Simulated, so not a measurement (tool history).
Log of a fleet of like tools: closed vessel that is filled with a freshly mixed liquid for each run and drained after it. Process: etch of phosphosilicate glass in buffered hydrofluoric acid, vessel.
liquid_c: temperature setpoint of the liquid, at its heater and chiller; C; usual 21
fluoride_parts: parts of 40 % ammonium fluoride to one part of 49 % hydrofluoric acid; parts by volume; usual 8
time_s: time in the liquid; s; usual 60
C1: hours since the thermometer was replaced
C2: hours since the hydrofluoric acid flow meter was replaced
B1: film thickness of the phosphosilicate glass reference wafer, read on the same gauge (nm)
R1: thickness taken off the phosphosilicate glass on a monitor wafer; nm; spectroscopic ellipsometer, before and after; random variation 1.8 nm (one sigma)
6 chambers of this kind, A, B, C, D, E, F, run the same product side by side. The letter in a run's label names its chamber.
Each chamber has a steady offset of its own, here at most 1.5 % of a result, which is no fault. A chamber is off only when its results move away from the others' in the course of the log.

run 1F day=0.3 | liquid_c=21 fluoride_parts=8 time_s=60 | C1=2041.1 C2=970.3 | B1=140 | R1=189.33
run 2D day=0.688 | liquid_c=21 fluoride_parts=8 time_s=60 | C1=2317.9 C2=762.9 | B1=140.03 | R1=190.31
run 3C day=1.05 | liquid_c=21 fluoride_parts=8 time_s=60 | C1=222.7 C2=798.9 | B1=140 | R1=185.17
run 4B day=1.4 | liquid_c=21 fluoride_parts=8 time_s=60 | C1=1442 C2=661.8 | B1=139.99 | R1=188.64
run 5E day=1.8 | liquid_c=21 fluoride_parts=6 time_s=60 | C1=1286.6 C2=840.2 | B1=139.98 | R1=254.74
run 6A day=2.092 | liquid_c=21 fluoride_parts=6 time_s=60 | C1=477.7 C2=640.2 | B1=139.99 | R1=248.18
run 7A day=2.433 | liquid_c=21 fluoride_parts=6 time_s=60 | C1=485.9 C2=648.4 | B1=139.99 | R1=249.92
run 8E day=2.654 | liquid_c=21 fluoride_parts=6 time_s=60 | C1=1307.1 C2=860.7 | B1=140.01 | R1=255.86
run 9C day=2.892 | liquid_c=21 fluoride_parts=6 time_s=60 | C1=266.9 C2=843.1 | B1=140.02 | R1=250.78
run 10B day=3.208 | liquid_c=21 fluoride_parts=6 time_s=60 | C1=1485.4 C2=705.2 | B1=140 | R1=248.38
run 11D day=3.554 | liquid_c=25 fluoride_parts=10.5 time_s=60 | C1=2386.7 C2=831.7 | B1=140.03 | R1=187.26
run 12F day=3.858 | liquid_c=25 fluoride_parts=10.5 time_s=60 | C1=2126.5 C2=1055.7 | B1=140 | R1=184.08
run 13E day=4.046 | liquid_c=25 fluoride_parts=10.5 time_s=60 | C1=1340.5 C2=894.1 | B1=140 | R1=192.83
run 14F day=4.308 | liquid_c=25 fluoride_parts=10.5 time_s=60 | C1=2137.3 C2=1066.5 | B1=140.01 | R1=180.86
run 15D day=4.554 | liquid_c=25 fluoride_parts=10.5 time_s=60 | C1=2410.7 C2=855.7 | B1=139.99 | R1=187.04
run 16C day=4.958 | liquid_c=25 fluoride_parts=10.5 time_s=60 | C1=316.5 C2=892.7 | B1=140.03 | R1=184.12
-- day=5.329 chamber D: thermometer replaced
run 17B day=5.338 | liquid_c=21 fluoride_parts=8 time_s=60 | C1=1536.5 C2=756.3 | B1=139.96 | R1=186.25
run 18A day=5.533 | liquid_c=21 fluoride_parts=8 time_s=60 | C1=560.3 C2=722.8 | B1=140 | R1=190.33
run 19D day=5.871 | liquid_c=21 fluoride_parts=8 time_s=60 | C1=13 C2=887.3 | B1=139.99 | R1=190.58
run 20B day=6.083 | liquid_c=21 fluoride_parts=8 time_s=60 | C1=1554.4 C2=774.2 | B1=140.04 | R1=188.8
run 21F day=6.4 | liquid_c=21 fluoride_parts=8 time_s=60 | C1=2187.5 C2=1116.7 | B1=139.96 | R1=187.21
-- day=6.433 chamber F: thermometer replaced
run 22C day=6.6 | liquid_c=21 fluoride_parts=8 time_s=60 | C1=355.9 C2=932.1 | B1=140 | R1=186.96
run 23A day=6.979 | liquid_c=21 fluoride_parts=8 time_s=60 | C1=595 C2=757.5 | B1=140.01 | R1=188.34
-- day=6.983 chamber C: hydrofluoric acid flow meter replaced
run 24E day=7.308 | liquid_c=21 fluoride_parts=8 time_s=60 | C1=1418.8 C2=972.4 | B1=140.01 | R1=204.62
run 25A day=7.638 | liquid_c=21 fluoride_parts=8 time_s=60 | C1=610.8 C2=773.3 | B1=140 | R1=188.22
run 26C day=8.042 | liquid_c=21 fluoride_parts=8 time_s=60 | C1=390.5 C2=25.4 | B1=139.99 | R1=187.47
run 27B day=8.225 | liquid_c=21 fluoride_parts=8 time_s=60 | C1=1605.8 C2=825.6 | B1=140.01 | R1=191.04
run 28E day=8.508 | liquid_c=21 fluoride_parts=6 time_s=60 | C1=1447.6 C2=1001.2 | B1=139.98 | R1=267.77
run 29F day=8.7 | liquid_c=21 fluoride_parts=6 time_s=60 | C1=54.5 C2=1171.9 | B1=140.02 | R1=245.38
run 30D day=8.938 | liquid_c=21 fluoride_parts=6 time_s=60 | C1=86.6 C2=960.9 | B1=140.01 | R1=246.71
run 31F day=9.221 | liquid_c=21 fluoride_parts=6 time_s=60 | C1=67 C2=1184.4 | B1=140 | R1=245.91
run 32A day=9.517 | liquid_c=21 fluoride_parts=6 time_s=60 | C1=655.9 C2=818.4 | B1=140 | R1=249.88
run 33B day=9.758 | liquid_c=21 fluoride_parts=6 time_s=60 | C1=1642.6 C2=862.4 | B1=139.98 | R1=247.67
run 34E day=10.017 | liquid_c=21 fluoride_parts=8 time_s=60 | C1=1483.8 C2=1037.4 | B1=140.02 | R1=206.23
run 35C day=10.4 | liquid_c=21 fluoride_parts=8 time_s=60 | C1=447.1 C2=82 | B1=140.02 | R1=190.42
run 36D day=10.654 | liquid_c=21 fluoride_parts=8 time_s=60 | C1=127.8 C2=1002.1 | B1=139.98 | R1=190.49
run 37E day=11.021 | liquid_c=21 fluoride_parts=8 time_s=60 | C1=1507.9 C2=1061.5 | B1=139.98 | R1=214.63
run 38D day=11.3 | liquid_c=21 fluoride_parts=8 time_s=60 | C1=143.3 C2=1017.6 | B1=140.01 | R1=189.71

What goes on in this fleet: one chamber off, a drifting gauge, or nothing beyond the chambers' own small offsets? Name the chamber and the cause, if any.

Chamber E drifts away from the others.
Cause: hydrofluoric acid flow above the setpoint (%) = 10.5.
The log may not tell that from: liquid hotter than its thermometer reads (K).

Here are 4 candidates for chamber E's next run, each the usual settings with a change, their results left as question marks. Which one brings its results back in line with what the others give on the usual settings?
In line means no further than this from the other chambers' mean on the usual settings: R1 6.2 nm
run 39E-1 day=11.592 | liquid_c=21 fluoride_parts=8 time_s=75 | R1=?
run 39E-2 day=11.592 | liquid_c=22 fluoride_parts=7.5 time_s=60 | R1=?
run 39E-3 day=11.592 | liquid_c=20.5 fluoride_parts=8 time_s=50 | R1=?
run 39E-4 day=11.592 | liquid_c=19 fluoride_parts=8 time_s=60 | R1=?

The other chambers' mean on the usual settings: R1 188.38 nm
run=39E-1 R1=265.66
run=39E-2 R1=238.83
run=39E-3 R1=172.25
run=39E-4 R1=190.26
39E-4 brings the chamber back in line.

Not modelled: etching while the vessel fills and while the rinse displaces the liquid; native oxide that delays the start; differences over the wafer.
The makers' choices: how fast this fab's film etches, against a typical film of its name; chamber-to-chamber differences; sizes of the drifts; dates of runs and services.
